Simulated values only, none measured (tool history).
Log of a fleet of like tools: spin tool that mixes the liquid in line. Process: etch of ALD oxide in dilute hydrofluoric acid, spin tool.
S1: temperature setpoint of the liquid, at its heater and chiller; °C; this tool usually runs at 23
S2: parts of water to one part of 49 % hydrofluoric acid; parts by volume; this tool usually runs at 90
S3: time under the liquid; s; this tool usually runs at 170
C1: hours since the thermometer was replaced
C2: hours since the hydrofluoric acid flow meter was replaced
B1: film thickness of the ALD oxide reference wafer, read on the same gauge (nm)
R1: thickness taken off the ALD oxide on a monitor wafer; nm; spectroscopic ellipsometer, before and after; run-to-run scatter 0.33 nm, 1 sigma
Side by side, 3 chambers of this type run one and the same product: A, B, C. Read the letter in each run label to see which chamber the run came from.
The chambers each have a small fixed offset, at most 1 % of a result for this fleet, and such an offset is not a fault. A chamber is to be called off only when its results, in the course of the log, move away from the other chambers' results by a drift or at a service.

run 1C day=0.192 | S1=23 S2=90 S3=170 | C1=1242.3 C2=1053.7 | B1=100.03 | R1=35.068
run 2A day=0.467 | S1=23 S2=90 S3=170 | C1=1133.7 C2=1955.8 | B1=100.02 | R1=34.901
run 3B day=0.733 | S1=23 S2=90 S3=170 | C1=1800.3 C2=338.2 | B1=99.999 | R1=35.545
run 4A day=0.975 | S1=23 S2=90 S3=170 | C1=1145.9 C2=1968 | B1=99.982 | R1=34.969
run 5B day=1.1 | S1=23 S2=105 S3=170 | C1=1809.1 C2=347 | B1=100.03 | R1=29.617
run 6C day=1.279 | S1=23 S2=105 S3=170 | C1=1268.4 C2=1079.8 | B1=99.967 | R1=29.529
run 7C day=1.429 | S1=23 S2=105 S3=170 | C1=1272 C2=1083.4 | B1=100.02 | R1=29.198
run 8A day=1.6 | S1=23 S2=90 S3=170 | C1=1160.9 C2=1983 | B1=100.01 | R1=34.548
-- day=1.804 chamber B: thermometer replaced
run 9B day=1.812 | S1=23 S2=90 S3=170 | C1=0.3 C2=364.1 | B1=99.961 | R1=34.832
run 10C day=1.958 | S1=23 S2=90 S3=170 | C1=1284.7 C2=1096.1 | B1=99.998 | R1=34.72
run 11B day=2.125 | S1=23 S2=90 S3=170 | C1=7.8 C2=371.6 | B1=100.04 | R1=34.721
run 12A day=2.275 | S1=23 S2=90 S3=170 | C1=1177.1 C2=1999.2 | B1=99.942 | R1=35.111
run 13B day=2.425 | S1=23 S2=90 S3=170 | C1=15 C2=378.8 | B1=99.998 | R1=34.835
run 14C day=2.621 | S1=23 S2=75 S3=170 | C1=1300.6 C2=1112 | B1=100.01 | R1=41.977
run 15A day=2.8 | S1=23 S2=75 S3=170 | C1=1189.7 C2=2011.8 | B1=100.03 | R1=42.979
run 16B day=2.954 | S1=23 S2=75 S3=170 | C1=27.7 C2=391.5 | B1=99.985 | R1=43.818
run 17C day=3.129 | S1=23 S2=90 S3=170 | C1=1312.8 C2=1124.2 | B1=100 | R1=34.656
run 18A day=3.25 | S1=23 S2=90 S3=170 | C1=1200.5 C2=2022.6 | B1=99.99 | R1=34.987
run 19C day=3.521 | S1=23 S2=90 S3=135 | C1=1322.2 C2=1133.6 | B1=100.04 | R1=27.384
run 20A day=3.729 | S1=23 S2=90 S3=135 | C1=1212 C2=2034.1 | B1=100.01 | R1=27.694
run 21B day=3.912 | S1=23 S2=90 S3=135 | C1=50.7 C2=414.5 | B1=99.972 | R1=27.778
run 22C day=4.038 | S1=23 S2=90 S3=170 | C1=1334.6 C2=1146 | B1=100.03 | R1=34.546
run 23A day=4.25 | S1=23 S2=90 S3=170 | C1=1224.5 C2=2046.6 | B1=100 | R1=34.548
run 24B day=4.425 | S1=23 S2=90 S3=170 | C1=63 C2=426.8 | B1=100.02 | R1=35.744
run 25A day=4.692 | S1=23 S2=90 S3=170 | C1=1235.1 C2=2057.2 | B1=99.967 | R1=35.493
run 26B day=4.908 | S1=23 S2=120 S3=230 | C1=74.6 C2=438.4 | B1=99.952 | R1=35.6
run 27C day=5.175 | S1=23 S2=120 S3=230 | C1=1361.9 C2=1173.3 | B1=100.02 | R1=33.85
run 28A day=5.417 | S1=23 S2=120 S3=230 | C1=1252.5 C2=2074.6 | B1=99.987 | R1=34.304
run 29B day=5.612 | S1=23 S2=90 S3=170 | C1=91.5 C2=455.3 | B1=100.02 | R1=36.808
run 30C day=5.788 | S1=27.5 S2=65 S3=170 | C1=1376.6 C2=1188 | B1=99.961 | R1=58.489
run 31C day=6.062 | S1=27.5 S2=65 S3=170 | C1=1383.2 C2=1194.6 | B1=99.958 | R1=59.109
run 32B day=6.3 | S1=27.5 S2=65 S3=170 | C1=108 C2=471.8 | B1=100 | R1=63.748
run 33A day=6.425 | S1=23 S2=90 S3=170 | C1=1276.7 C2=2098.8 | B1=100 | R1=35.143
run 34B day=6.542 | S1=23 S2=90 S3=170 | C1=113.8 C2=477.6 | B1=99.998 | R1=37.399
run 35A day=6.804 | S1=23 S2=90 S3=170 | C1=1285.8 C2=2107.9 | B1=99.982 | R1=35.233
run 36C day=6.925 | S1=23 S2=90 S3=170 | C1=1403.9 C2=1215.3 | B1=99.969 | R1=34.422
run 37A day=7.079 | S1=25 S2=90 S3=170 | C1=1292.4 C2=2114.5 | B1=100.02 | R1=38.242
run 38B day=7.279 | S1=25 S2=90 S3=170 | C1=131.5 C2=495.3 | B1=99.976 | R1=40.182
run 39C day=7.546 | S1=25 S2=90 S3=170 | C1=1418.8 C2=1230.2 | B1=100.02 | R1=37.738
run 40C day=7.783 | S1=23 S2=90 S3=170 | C1=1424.5 C2=1235.9 | B1=100.04 | R1=34.615
run 41A day=7.954 | S1=23 S2=90 S3=170 | C1=1313.4 C2=2135.5 | B1=100.02 | R1=35.112
run 42B day=8.196 | S1=23 S2=90 S3=170 | C1=153.5 C2=517.3 | B1=100.01 | R1=37.486

Each of the 3 chambers runs these same settings next. Fill in every chamber's results:
run 43A day=8.392 | S1=20 S2=90 S3=170 | R1=?
run 43B day=8.392 | S1=20 S2=90 S3=170 | R1=?
run 43C day=8.392 | S1=20 S2=90 S3=170 | R1=?

run=43A R1=31.15
run=43B R1=33.171
run=43C R1=31.156
